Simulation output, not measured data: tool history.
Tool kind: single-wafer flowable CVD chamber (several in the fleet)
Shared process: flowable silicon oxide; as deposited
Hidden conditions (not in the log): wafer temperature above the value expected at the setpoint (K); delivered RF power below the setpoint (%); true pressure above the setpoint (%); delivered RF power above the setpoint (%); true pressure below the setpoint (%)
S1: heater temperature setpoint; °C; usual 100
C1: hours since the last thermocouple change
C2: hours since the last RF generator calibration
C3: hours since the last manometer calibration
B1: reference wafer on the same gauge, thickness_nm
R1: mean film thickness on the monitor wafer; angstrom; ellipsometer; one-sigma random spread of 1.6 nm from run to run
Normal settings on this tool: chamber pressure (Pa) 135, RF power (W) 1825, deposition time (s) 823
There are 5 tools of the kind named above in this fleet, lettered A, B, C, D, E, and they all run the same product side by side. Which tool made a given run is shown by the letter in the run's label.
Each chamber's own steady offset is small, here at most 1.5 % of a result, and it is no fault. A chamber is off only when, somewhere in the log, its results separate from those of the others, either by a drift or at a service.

run 1E day=0.375 | S1=100 chamber_pressure_(Pa)=135 RF_power_(W)=1825 deposition_time_(s)=823 | C1=1029.5 C2=663.2 C3=474.7 | B1=776.22 | R1=6575.4
run 2C day=0.796 | S1=100 chamber_pressure_(Pa)=135 RF_power_(W)=1825 deposition_time_(s)=823 | C1=1069.8 C2=1491.4 C3=1048.7 | B1=775.93 | R1=6535.4
run 3A day=1.075 | S1=100 chamber_pressure_(Pa)=135 RF_power_(W)=1825 deposition_time_(s)=823 | C1=1199.8 C2=2301.5 C3=81.9 | B1=776.44 | R1=6573.2
-- day=1.371 chamber A: RF generator calibrated
run 4D day=1.458 | S1=100 chamber_pressure_(Pa)=135 RF_power_(W)=1825 deposition_time_(s)=823 | C1=890 C2=660.4 C3=2575.4 | B1=775.73 | R1=6549.8
run 5B day=1.821 | S1=100 chamber_pressure_(Pa)=135 RF_power_(W)=1825 deposition_time_(s)=823 | C1=421.9 C2=1172.8 C3=2181.5 | B1=776.06 | R1=6492.6
run 6D day=2.2 | S1=100 chamber_pressure_(Pa)=135 RF_power_(W)=1825 deposition_time_(s)=823 | C1=907.8 C2=678.2 C3=2593.2 | B1=776.33 | R1=6587.1
run 7C day=2.575 | S1=100 chamber_pressure_(Pa)=135 RF_power_(W)=1825 deposition_time_(s)=823 | C1=1112.5 C2=1534.1 C3=1091.4 | B1=776.39 | R1=6502.9
run 8A day=2.879 | S1=100 chamber_pressure_(Pa)=135 RF_power_(W)=1825 deposition_time_(s)=823 | C1=1243.1 C2=36.2 C3=125.2 | B1=775.88 | R1=6571
run 9B day=3.112 | S1=100 chamber_pressure_(Pa)=135 RF_power_(W)=1825 deposition_time_(s)=823 | C1=452.9 C2=1203.8 C3=2212.5 | B1=775.95 | R1=6499.8
run 10E day=3.512 | S1=100 chamber_pressure_(Pa)=135 RF_power_(W)=1825 deposition_time_(s)=823 | C1=1104.8 C2=738.5 C3=550 | B1=775.98 | R1=6586.3
-- day=3.842 chamber C: capacitance manometer re-zeroed and calibrated
run 11A day=3.862 | S1=100 chamber_pressure_(Pa)=135 RF_power_(W)=1825 deposition_time_(s)=823 | C1=1266.7 C2=59.8 C3=148.8 | B1=775.88 | R1=6593.8
run 12E day=4.246 | S1=100 chamber_pressure_(Pa)=135 RF_power_(W)=1825 deposition_time_(s)=823 | C1=1122.4 C2=756.1 C3=567.6 | B1=776.01 | R1=6544.7
run 13B day=4.458 | S1=100 chamber_pressure_(Pa)=135 RF_power_(W)=1825 deposition_time_(s)=823 | C1=485.2 C2=1236.1 C3=2244.8 | B1=776.1 | R1=6516.7
run 14C day=4.671 | S1=100 chamber_pressure_(Pa)=135 RF_power_(W)=1825 deposition_time_(s)=823 | C1=1162.8 C2=1584.4 C3=19.9 | B1=775.8 | R1=6505.2
run 15D day=4.904 | S1=100 chamber_pressure_(Pa)=135 RF_power_(W)=1825 deposition_time_(s)=823 | C1=972.7 C2=743.1 C3=2658.1 | B1=776.05 | R1=6550.5
run 16E day=5.183 | S1=100 chamber_pressure_(Pa)=135 RF_power_(W)=1825 deposition_time_(s)=823 | C1=1144.9 C2=778.6 C3=590.1 | B1=775.72 | R1=6573.7
run 17A day=5.529 | S1=100 chamber_pressure_(Pa)=135 RF_power_(W)=1825 deposition_time_(s)=823 | C1=1306.7 C2=99.8 C3=188.8 | B1=776.15 | R1=6586.4
run 18B day=5.792 | S1=86 chamber_pressure_(Pa)=135 RF_power_(W)=1955 deposition_time_(s)=823 | C1=517.2 C2=1268.1 C3=2276.8 | B1=775.87 | R1=10452
run 19C day=6.175 | S1=86 chamber_pressure_(Pa)=135 RF_power_(W)=1955 deposition_time_(s)=823 | C1=1198.9 C2=1620.5 C3=56 | B1=775.92 | R1=10376
run 20D day=6.579 | S1=86 chamber_pressure_(Pa)=135 RF_power_(W)=1955 deposition_time_(s)=823 | C1=1012.9 C2=783.3 C3=2698.3 | B1=775.59 | R1=10456
run 21A day=6.929 | S1=86 chamber_pressure_(Pa)=135 RF_power_(W)=1955 deposition_time_(s)=823 | C1=1340.3 C2=133.4 C3=222.4 | B1=775.94 | R1=10395
run 22D day=7.183 | S1=86 chamber_pressure_(Pa)=135 RF_power_(W)=1955 deposition_time_(s)=823 | C1=1027.4 C2=797.8 C3=2712.8 | B1=776.17 | R1=10468
-- day=7.275 chamber B: capacitance manometer re-zeroed and calibrated
run 23C day=7.629 | S1=100 chamber_pressure_(Pa)=135 RF_power_(W)=1825 deposition_time_(s)=823 | C1=1233.8 C2=1655.4 C3=90.9 | B1=775.95 | R1=6507.8
run 24E day=8.075 | S1=100 chamber_pressure_(Pa)=135 RF_power_(W)=1825 deposition_time_(s)=823 | C1=1214.3 C2=848 C3=659.5 | B1=776.21 | R1=6578.5
-- day=8.333 chamber C: thermocouple changed; heater temperature recalibrated
run 25B day=8.462 | S1=100 chamber_pressure_(Pa)=135 RF_power_(W)=1825 deposition_time_(s)=823 | C1=581.3 C2=1332.2 C3=28.6 | B1=775.93 | R1=6497.5
run 26C day=8.729 | S1=100 chamber_pressure_(Pa)=135 RF_power_(W)=2175 deposition_time_(s)=823 | C1=9.6 C2=1681.8 C3=117.3 | B1=776.16 | R1=6576.3
run 27B day=8.933 | S1=100 chamber_pressure_(Pa)=135 RF_power_(W)=2175 deposition_time_(s)=823 | C1=592.6 C2=1343.5 C3=39.9 | B1=775.76 | R1=6718.6
run 28A day=9.3 | S1=100 chamber_pressure_(Pa)=135 RF_power_(W)=2175 deposition_time_(s)=823 | C1=1397.2 C2=190.3 C3=279.3 | B1=775.78 | R1=6794.8
run 29D day=9.508 | S1=100 chamber_pressure_(Pa)=135 RF_power_(W)=2175 deposition_time_(s)=823 | C1=1083.2 C2=853.6 C3=2768.6 | B1=775.83 | R1=6803.1
run 30E day=9.9 | S1=100 chamber_pressure_(Pa)=135 RF_power_(W)=2175 deposition_time_(s)=823 | C1=1258.1 C2=891.8 C3=703.3 | B1=776.52 | R1=6800.8
run 31A day=10.333 | S1=100 chamber_pressure_(Pa)=135 RF_power_(W)=1825 deposition_time_(s)=823 | C1=1422 C2=215.1 C3=304.1 | B1=776.27 | R1=6596.4
-- day=10.404 chamber E: RF generator calibrated
run 32B day=10.729 | S1=100 chamber_pressure_(Pa)=135 RF_power_(W)=1825 deposition_time_(s)=823 | C1=635.7 C2=1386.6 C3=83 | B1=776.23 | R1=6503.6
run 33C day=10.958 | S1=100 chamber_pressure_(Pa)=135 RF_power_(W)=1825 deposition_time_(s)=823 | C1=63.1 C2=1735.3 C3=170.8 | B1=775.34 | R1=6308.3
run 34E day=11.408 | S1=92 chamber_pressure_(Pa)=135 RF_power_(W)=2140 deposition_time_(s)=823 | C1=1294.3 C2=24.1 C3=739.5 | B1=775.97 | R1=8943.1
run 35D day=11.796 | S1=92 chamber_pressure_(Pa)=135 RF_power_(W)=2140 deposition_time_(s)=823 | C1=1138.1 C2=908.5 C3=2823.5 | B1=776.29 | R1=8838.9
run 36B day=12.125 | S1=92 chamber_pressure_(Pa)=135 RF_power_(W)=2140 deposition_time_(s)=823 | C1=669.2 C2=1420.1 C3=116.5 | B1=775.73 | R1=8761.4
run 37D day=12.346 | S1=92 chamber_pressure_(Pa)=135 RF_power_(W)=2140 deposition_time_(s)=823 | C1=1151.3 C2=921.7 C3=2836.7 | B1=776.42 | R1=8867
run 38A day=12.792 | S1=92 chamber_pressure_(Pa)=135 RF_power_(W)=2140 deposition_time_(s)=823 | C1=1481 C2=274.1 C3=363.1 | B1=776.34 | R1=8801.5
run 39C day=13.008 | S1=100 chamber_pressure_(Pa)=135 RF_power_(W)=1825 deposition_time_(s)=823 | C1=112.3 C2=1784.5 C3=220 | B1=776.35 | R1=6316.9

What goes on in this fleet: one chamber off, a drifting gauge, or nothing beyond the chambers' own small offsets? Name the chamber and the cause, if any.

After it was serviced, chamber C no longer matches the other chambers.
What lies behind it: wafer temperature above the value expected at the setpoint (K) = 0.844.

Here are 4 candidates for chamber C's next run, each the usual settings with a change, their results left as question marks. Which one brings its results back in line with what the others give on the usual settings?
In line means no further than this from the other chambers' mean on the usual settings: R1 57 angstrom
run 40C-1 day=13.333 | S1=100 chamber_pressure_(Pa)=135 RF_power_(W)=1825 deposition_time_(s)=814 | R1=?
run 40C-2 day=13.333 | S1=99 chamber_pressure_(Pa)=135 RF_power_(W)=1830 deposition_time_(s)=823 | R1=?
run 40C-3 day=13.333 | S1=100 chamber_pressure_(Pa)=135 RF_power_(W)=1830 deposition_time_(s)=831 | R1=?
run 40C-4 day=13.333 | S1=100 chamber_pressure_(Pa)=132 RF_power_(W)=1820 deposition_time_(s)=814 | R1=?

Mean of the other chambers on the usual settings: R1 6550.9 angstrom
run=40C-1 R1=6261.6
run=40C-2 R1=6553.4
run=40C-3 R1=6396.3
run=40C-4 R1=6110.2
40C-2 puts the chamber back in line with the other chambers.
